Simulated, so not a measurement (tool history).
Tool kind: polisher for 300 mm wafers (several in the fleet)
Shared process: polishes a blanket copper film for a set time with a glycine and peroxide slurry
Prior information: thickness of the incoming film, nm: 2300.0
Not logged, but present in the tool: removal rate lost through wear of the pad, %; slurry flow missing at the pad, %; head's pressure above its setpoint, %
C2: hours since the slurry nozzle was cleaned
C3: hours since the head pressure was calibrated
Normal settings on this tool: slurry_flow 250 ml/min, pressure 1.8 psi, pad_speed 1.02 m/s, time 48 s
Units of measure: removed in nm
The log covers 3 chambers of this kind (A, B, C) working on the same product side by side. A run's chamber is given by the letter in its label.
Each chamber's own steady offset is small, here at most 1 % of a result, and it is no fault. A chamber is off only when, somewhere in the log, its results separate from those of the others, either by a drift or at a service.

{"run": "1A", "day": 0.233, "slurry_flow": 250, "pressure": 1.8, "pad_speed": 1.02, "time": 48, "wafers polished on this pad": 1078, "C2": 367.4, "C3": 257.3, "removed": 174.65}
{"day": 0.25, "done": "chamber A: slurry nozzle cleaned"}
{"run": "2C", "day": 0.521, "slurry_flow": 250, "pressure": 1.8, "pad_speed": 1.02, "time": 48, "wafers polished on this pad": 590, "C2": 128.6, "C3": 594.7, "removed": 178.72}
{"day": 0.638, "done": "chamber B: worn pad replaced by a new one"}
{"run": "3B", "day": 0.662, "slurry_flow": 250, "pressure": 1.8, "pad_speed": 1.02, "time": 48, "wafers polished on this pad": 10, "C2": 711.3, "C3": 91.1, "removed": 178.94}
{"run": "4C", "day": 0.933, "slurry_flow": 250, "pressure": 1.8, "pad_speed": 1.02, "time": 48, "wafers polished on this pad": 733, "C2": 138.5, "C3": 604.6, "removed": 176.83}
{"day": 1.042, "done": "chamber A: worn pad replaced by a new one"}
{"run": "5B", "day": 1.2, "slurry_flow": 250, "pressure": 1.8, "pad_speed": 1.02, "time": 48, "wafers polished on this pad": 195, "C2": 724.2, "C3": 104.0, "removed": 179.53}
{"run": "6A", "day": 1.462, "slurry_flow": 250, "pressure": 1.8, "pad_speed": 1.02, "time": 48, "wafers polished on this pad": 145, "C2": 29.2, "C3": 286.8, "removed": 177.11}
{"run": "7B", "day": 1.729, "slurry_flow": 250, "pressure": 1.8, "pad_speed": 1.02, "time": 48, "wafers polished on this pad": 377, "C2": 736.9, "C3": 116.7, "removed": 180.74}
{"run": "8A", "day": 1.983, "slurry_flow": 250, "pressure": 1.8, "pad_speed": 1.02, "time": 48, "wafers polished on this pad": 325, "C2": 41.7, "C3": 299.3, "removed": 177.07}
{"run": "9C", "day": 2.275, "slurry_flow": 250, "pressure": 1.8, "pad_speed": 1.18, "time": 60, "wafers polished on this pad": 1195, "C2": 170.7, "C3": 636.8, "removed": 249.47}
{"day": 2.433, "done": "chamber C: worn pad replaced by a new one"}
{"run": "10C", "day": 2.438, "slurry_flow": 250, "pressure": 1.8, "pad_speed": 1.18, "time": 60, "wafers polished on this pad": 2, "C2": 174.6, "C3": 640.7, "removed": 249.72}
{"day": 2.462, "done": "chamber B: worn pad replaced by a new one"}
{"run": "11B", "day": 2.733, "slurry_flow": 250, "pressure": 1.8, "pad_speed": 1.18, "time": 60, "wafers polished on this pad": 94, "C2": 761.0, "C3": 140.8, "removed": 251.42}
{"run": "12A", "day": 3.004, "slurry_flow": 250, "pressure": 2.3, "pad_speed": 1.02, "time": 48, "wafers polished on this pad": 677, "C2": 66.2, "C3": 323.8, "removed": 216.06}
{"day": 3.029, "done": "chamber B: slurry nozzle cleaned"}
{"run": "13C", "day": 3.233, "slurry_flow": 250, "pressure": 2.3, "pad_speed": 1.02, "time": 48, "wafers polished on this pad": 277, "C2": 193.7, "C3": 659.8, "removed": 217.14}
{"day": 3.392, "done": "chamber C: head pressure recalibrated"}
{"run": "14A", "day": 3.45, "slurry_flow": 250, "pressure": 2.3, "pad_speed": 1.02, "time": 48, "wafers polished on this pad": 830, "C2": 76.9, "C3": 334.5, "removed": 215.48}
{"run": "15B", "day": 3.771, "slurry_flow": 250, "pressure": 1.8, "pad_speed": 1.02, "time": 48, "wafers polished on this pad": 451, "C2": 17.8, "C3": 165.7, "removed": 180.64}
{"run": "16B", "day": 4.075, "slurry_flow": 250, "pressure": 1.8, "pad_speed": 1.02, "time": 48, "wafers polished on this pad": 556, "C2": 25.1, "C3": 173.0, "removed": 178.78}
{"run": "17A", "day": 4.254, "slurry_flow": 250, "pressure": 1.8, "pad_speed": 1.02, "time": 48, "wafers polished on this pad": 1108, "C2": 96.2, "C3": 353.8, "removed": 176.97}
{"day": 4.308, "done": "chamber B: worn pad replaced by a new one"}
{"run": "18C", "day": 4.425, "slurry_flow": 250, "pressure": 1.8, "pad_speed": 1.02, "time": 48, "wafers polished on this pad": 688, "C2": 222.3, "C3": 24.9, "removed": 194.28}
{"day": 4.488, "done": "chamber A: worn pad replaced by a new one"}
{"run": "19C", "day": 4.579, "slurry_flow": 250, "pressure": 1.8, "pad_speed": 1.02, "time": 48, "wafers polished on this pad": 741, "C2": 226.0, "C3": 28.6, "removed": 193.33}
{"run": "20B", "day": 4.729, "slurry_flow": 250, "pressure": 1.8, "pad_speed": 1.02, "time": 48, "wafers polished on this pad": 145, "C2": 40.8, "C3": 188.7, "removed": 176.75}
{"run": "21A", "day": 4.904, "slurry_flow": 250, "pressure": 1.8, "pad_speed": 1.02, "time": 48, "wafers polished on this pad": 144, "C2": 111.8, "C3": 369.4, "removed": 175.98}
{"run": "22C", "day": 5.121, "slurry_flow": 250, "pressure": 1.8, "pad_speed": 1.02, "time": 48, "wafers polished on this pad": 928, "C2": 239.0, "C3": 41.6, "removed": 193.89}
{"run": "23A", "day": 5.358, "slurry_flow": 250, "pressure": 2.2, "pad_speed": 1.02, "time": 48, "wafers polished on this pad": 300, "C2": 122.7, "C3": 380.3, "removed": 208.36}
{"run": "24B", "day": 5.538, "slurry_flow": 250, "pressure": 2.2, "pad_speed": 1.02, "time": 48, "wafers polished on this pad": 424, "C2": 60.2, "C3": 208.1, "removed": 207.78}
{"run": "25A", "day": 5.758, "slurry_flow": 250, "pressure": 2.2, "pad_speed": 1.02, "time": 48, "wafers polished on this pad": 438, "C2": 132.3, "C3": 389.9, "removed": 206.84}
{"run": "26B", "day": 6.038, "slurry_flow": 250, "pressure": 1.8, "pad_speed": 1.02, "time": 48, "wafers polished on this pad": 596, "C2": 72.2, "C3": 220.1, "removed": 176.65}
{"day": 6.062, "done": "chamber C: worn pad replaced by a new one"}
{"day": 6.15, "done": "chamber B: worn pad replaced by a new one"}
{"run": "27C", "day": 6.312, "slurry_flow": 250, "pressure": 1.8, "pad_speed": 1.02, "time": 48, "wafers polished on this pad": 87, "C2": 267.6, "C3": 70.2, "removed": 191.62}
{"run": "28B", "day": 6.633, "slurry_flow": 250, "pressure": 1.8, "pad_speed": 1.02, "time": 48, "wafers polished on this pad": 168, "C2": 86.5, "C3": 234.4, "removed": 177.11}
{"run": "29A", "day": 6.783, "slurry_flow": 250, "pressure": 1.8, "pad_speed": 1.02, "time": 48, "wafers polished on this pad": 792, "C2": 156.9, "C3": 414.5, "removed": 178.41}
{"day": 6.942, "done": "chamber C: slurry nozzle cleaned"}
{"run": "30C", "day": 6.958, "slurry_flow": 250, "pressure": 1.8, "pad_speed": 1.02, "time": 48, "wafers polished on this pad": 310, "C2": 0.5, "C3": 85.7, "removed": 194.25}
{"run": "31B", "day": 7.2, "slurry_flow": 250, "pressure": 1.8, "pad_speed": 1.02, "time": 48, "wafers polished on this pad": 363, "C2": 100.1, "C3": 248.0, "removed": 179.78}
{"run": "32C", "day": 7.367, "slurry_flow": 250, "pressure": 1.8, "pad_speed": 1.02, "time": 48, "wafers polished on this pad": 451, "C2": 10.3, "C3": 95.5, "removed": 194.84}
{"day": 7.371, "done": "chamber A: head pressure recalibrated"}
{"run": "33A", "day": 7.683, "slurry_flow": 320, "pressure": 1.8, "pad_speed": 1.02, "time": 48, "wafers polished on this pad": 1102, "C2": 178.5, "C3": 7.5, "removed": 178.7}
{"day": 7.921, "done": "chamber B: worn pad replaced by a new one"}
{"run": "34A", "day": 7.979, "slurry_flow": 320, "pressure": 1.8, "pad_speed": 1.02, "time": 48, "wafers polished on this pad": 1204, "C2": 185.6, "C3": 14.6, "removed": 181.68}
{"run": "35C", "day": 8.267, "slurry_flow": 320, "pressure": 1.8, "pad_speed": 1.02, "time": 48, "wafers polished on this pad": 761, "C2": 31.9, "C3": 117.1, "removed": 197.67}
{"run": "36B", "day": 8.579, "slurry_flow": 250, "pressure": 1.8, "pad_speed": 1.02, "time": 48, "wafers polished on this pad": 227, "C2": 133.2, "C3": 281.1, "removed": 177.44}
{"run": "37B", "day": 8.812, "slurry_flow": 250, "pressure": 1.8, "pad_speed": 1.02, "time": 48, "wafers polished on this pad": 307, "C2": 138.8, "C3": 286.7, "removed": 177.81}

Decide between three cases: one chamber stands off from its peers, the gauge reading all wafers drifts, or nothing is wrong past each chamber's small offset. Where a chamber is off, say which and what most likely put it there.

Chamber C has stood off from the others ever since a service on it.
Likeliest cause: head's pressure above its setpoint, % = 10.3.

Which of the 4 candidates below, each the usual settings with something changed and its results left as question marks, puts chamber C back in line with what the other chambers give on the usual settings?
Counts as in line when no further than this from what the other chambers average on the usual settings: removed 3.80 nm
{"run": "38C-1", "day": 9.046, "slurry_flow": 250, "pressure": 1.7, "pad_speed": 1.02, "time": 46, "removed": "?"}
{"run": "38C-2", "day": 9.046, "slurry_flow": 245, "pressure": 1.8, "pad_speed": 1.02, "time": 41, "removed": "?"}
{"run": "38C-3", "day": 9.046, "slurry_flow": 250, "pressure": 2.0, "pad_speed": 1.02, "time": 48, "removed": "?"}
{"run": "38C-4", "day": 9.046, "slurry_flow": 250, "pressure": 1.8, "pad_speed": 1.26, "time": 48, "removed": "?"}

Other chambers, usual settings, mean: removed 177.00 nm
run=38C-1 removed=176.39
run=38C-2 removed=163.94
run=38C-3 removed=208.89
run=38C-4 removed=226.83
38C-1 puts the chamber back in line with the other chambers.
